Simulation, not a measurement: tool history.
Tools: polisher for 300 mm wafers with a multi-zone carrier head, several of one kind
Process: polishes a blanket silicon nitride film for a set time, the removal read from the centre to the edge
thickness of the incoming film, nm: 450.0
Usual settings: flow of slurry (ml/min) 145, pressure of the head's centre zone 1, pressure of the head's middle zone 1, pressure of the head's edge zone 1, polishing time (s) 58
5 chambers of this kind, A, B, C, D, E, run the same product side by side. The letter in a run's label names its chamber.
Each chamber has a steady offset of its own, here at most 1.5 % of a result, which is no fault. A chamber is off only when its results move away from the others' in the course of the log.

| run | hour | flow of slurry (ml/min) | pressure of the head's centre zone | pressure of the head's middle zone | pressure of the head's edge zone | polishing time (s) | film removed at the wafer's centre (nm) | film removed at mid-radius (nm) | film removed at the wafer's edge (nm) |
|---|---|---|---|---|---|---|---|---|---|
|  | 2.3 | chamber E: worn pad replaced by a new one |
| 1E | 7.2 | 145 | 1 | 1 | 1 | 58 | 104.29 | 103.15 | 103.45 |
|  | 11.7 | chamber A: worn pad replaced by a new one |
|  | 17.8 | chamber D: worn pad replaced by a new one |
| 2A | 17.8 | 145 | 1 | 1 | 1 | 58 | 102.91 | 102.43 | 104.11 |
| 3C | 23 | 145 | 1 | 1 | 1 | 58 | 104.1 | 103.41 | 103.25 |
| 4D | 28.7 | 145 | 1 | 1 | 1 | 58 | 103.24 | 103.12 | 101.76 |
| 5B | 37.3 | 145 | 1 | 1 | 1 | 58 | 103.49 | 104.58 | 104.01 |
| 6B | 45.7 | 145 | 1 | 1 | 1 | 58 | 101.8 | 102.36 | 102.36 |
|  | 47.2 | chamber B: slurry nozzle cleaned |
|  | 47.3 | chamber B: worn pad replaced by a new one |
| 7E | 55.9 | 145 | 1 | 1 | 1 | 58 | 104.49 | 104.41 | 102.73 |
| 8C | 64.7 | 145 | 1 | 1 | 1 | 58 | 102.24 | 104.1 | 103.11 |
| 9A | 73.8 | 145 | 1 | 1 | 1 | 58 | 105.38 | 102.06 | 104.54 |
|  | 76.1 | chamber E: worn pad replaced by a new one |
|  | 76.9 | chamber A: worn pad replaced by a new one |
| 10D | 80.4 | 145 | 1 | 1 | 1 | 58 | 101.98 | 102.91 | 103.17 |
|  | 84.4 | chamber C: worn pad replaced by a new one |
|  | 86.6 | chamber D: worn pad replaced by a new one |
| 11C | 90.2 | 145 | 1 | 1 | 1 | 58 | 101.74 | 101.96 | 103.4 |
| 12A | 99 | 145 | 1 | 1 | 1 | 58 | 103.25 | 103.93 | 106.81 |
| 13B | 104.3 | 120 | 1 | 1 | 0.91 | 58 | 98.077 | 98.752 | 97.175 |
| 14E | 109.5 | 120 | 1 | 1 | 0.91 | 58 | 99.616 | 98.911 | 93.851 |
|  | 113 | chamber B: worn pad replaced by a new one |
| 15D | 119.1 | 120 | 1 | 1 | 0.91 | 58 | 97.841 | 101.02 | 96.117 |
| 16E | 129.1 | 120 | 1 | 1 | 0.91 | 58 | 99.529 | 98.485 | 95.577 |
|  | 134 | chamber D: centre zone pressure recalibrated |
| 17D | 136.7 | 120 | 1 | 1 | 0.91 | 58 | 98.514 | 99.572 | 93.154 |
| 18C | 145.5 | 145 | 1 | 1 | 1 | 58 | 100.28 | 100.94 | 100.17 |
|  | 150 | chamber A: worn pad replaced by a new one |
|  | 150.5 | chamber E: worn pad replaced by a new one |
|  | 151.4 | chamber D: worn pad replaced by a new one |
| 19A | 153.9 | 170 | 1 | 1.07 | 1 | 58 | 107.73 | 113.66 | 105.05 |
| 20B | 161.5 | 170 | 1 | 1.07 | 1 | 58 | 107.22 | 113.1 | 106.39 |
| 21D | 170.9 | 170 | 1 | 1.07 | 1 | 58 | 107.91 | 115.26 | 105.84 |
| 22E | 181.2 | 170 | 1 | 1.07 | 1 | 58 | 109.3 | 114.44 | 105.9 |
|  | 181.3 | chamber B: worn pad replaced by a new one |
|  | 183.8 | chamber C: worn pad replaced by a new one |
| 23C | 190.8 | 170 | 1 | 1.07 | 1 | 58 | 102.64 | 110.02 | 102.27 |
| 24A | 199.6 | 145 | 1 | 1 | 1 | 58 | 103.09 | 102.2 | 103.53 |
| 25B | 204.3 | 145 | 1 | 1 | 1 | 58 | 104.46 | 104.56 | 104.52 |
| 26A | 214.6 | 145 | 1 | 1 | 1 | 58 | 103.5 | 103.62 | 103.46 |
| 27C | 221 | 145 | 1 | 1 | 1 | 58 | 99.562 | 99.862 | 100.22 |
|  | 221.2 | chamber D: worn pad replaced by a new one |
|  | 226.7 | chamber E: worn pad replaced by a new one |
|  | 227.9 | chamber A: worn pad replaced by a new one |
| 28E | 229 | 145 | 1 | 1 | 1 | 58 | 104.04 | 101.87 | 103.2 |
| 29B | 237.4 | 145 | 1 | 0.95 | 1 | 58 | 102.12 | 99.231 | 102.86 |
| 30D | 245.7 | 145 | 1 | 0.95 | 1 | 58 | 102.5 | 99.318 | 104.35 |
|  | 250.9 | chamber B: worn pad replaced by a new one |
| 31D | 255.1 | 145 | 1 | 0.95 | 1 | 58 | 102.1 | 97.415 | 103.35 |
| 32B | 261.1 | 145 | 1 | 0.95 | 1 | 58 | 103.39 | 100.27 | 104.66 |
|  | 265.6 | chamber D: edge zone pressure recalibrated |
| 33A | 267.5 | 145 | 1 | 0.95 | 1 | 58 | 103.66 | 98.986 | 103.3 |
| 34C | 275.1 | 145 | 1 | 1 | 1 | 58 | 97.947 | 98.092 | 100.11 |
|  | 283.1 | chamber D: worn pad replaced by a new one |
| 35E | 285.1 | 145 | 1 | 1 | 1 | 58 | 105.99 | 105.26 | 104.7 |
| 36C | 291.8 | 165 | 1 | 1 | 1 | 68 | 118.48 | 118.6 | 117.89 |
|  | 292.1 | chamber C: worn pad replaced by a new one |
|  | 292.4 | chamber E: worn pad replaced by a new one |
|  | 292.7 | chamber D: slurry nozzle cleaned |
|  | 293.1 | chamber A: worn pad replaced by a new one |
| 37A | 297.3 | 165 | 1 | 1 | 1 | 68 | 125.07 | 124.37 | 126.7 |
| 38E | 303.9 | 165 | 1 | 1 | 1 | 68 | 126.1 | 124.32 | 122.69 |
| 39D | 313.6 | 165 | 1 | 1 | 1 | 68 | 124.1 | 127.08 | 126.26 |
| 40B | 318.5 | 165 | 1 | 1 | 1 | 68 | 124.82 | 124.07 | 125.96 |
| 41C | 328.6 | 145 | 1 | 1 | 1 | 58 | 96.748 | 99.274 | 97.976 |
| 42E | 338.2 | 145 | 1 | 1 | 1 | 58 | 105.65 | 103.08 | 102.05 |
| 43A | 346.1 | 145 | 1 | 1 | 1 | 58 | 104.65 | 102.53 | 102.84 |
| 44D | 352.2 | 145 | 1 | 1 | 1 | 58 | 103.47 | 105.52 | 104.48 |

Is one chamber off against the others, does the gauge drift, or is nothing wrong? If a chamber is off, say which, and what the likeliest cause is.

Chamber C drifts away from the others.
Cause: slurry flow missing at the pad, % = 24.

Here are 4 candidates for chamber C's next run, each the usual settings with a change, their results left as question marks. Which one brings its results back in line with what the others give on the usual settings?
In line means no further than this from the other chambers' mean on the usual settings: film removed at the wafer's centre (nm) 2.8; film removed at mid-radius (nm) 3.6; film removed at the wafer's edge (nm) 4.3
| 45C-1 | 360 | 150 | 1.01 | 1.01 | 0.99 | 61 | ? | ? | ? |
| 45C-2 | 360 | 140 | 0.99 | 0.99 | 1.01 | 55 | ? | ? | ? |
| 45C-3 | 360 | 135 | 0.97 | 0.99 | 1.01 | 52 | ? | ? | ? |
| 45C-4 | 360 | 155 | 1.03 | 1.01 | 0.99 | 64 | ? | ? | ? |

The other chambers' mean on the usual settings: film removed at the wafer's centre (nm) 103.69; film removed at mid-radius (nm) 103.51; film removed at the wafer's edge (nm) 103.69
| run | film removed at the wafer's centre (nm) | film removed at mid-radius (nm) | film removed at the wafer's edge (nm) |
|---|---|---|---|
| 45C-1 | 103.1 | 104 | 102.83 |
| 45C-2 | 89.069 | 90.413 | 92.574 |
| 45C-3 | 81.399 | 84.641 | 86.929 |
| 45C-4 | 111.56 | 110 | 108.5 |
45C-1 brings the chamber back in line.

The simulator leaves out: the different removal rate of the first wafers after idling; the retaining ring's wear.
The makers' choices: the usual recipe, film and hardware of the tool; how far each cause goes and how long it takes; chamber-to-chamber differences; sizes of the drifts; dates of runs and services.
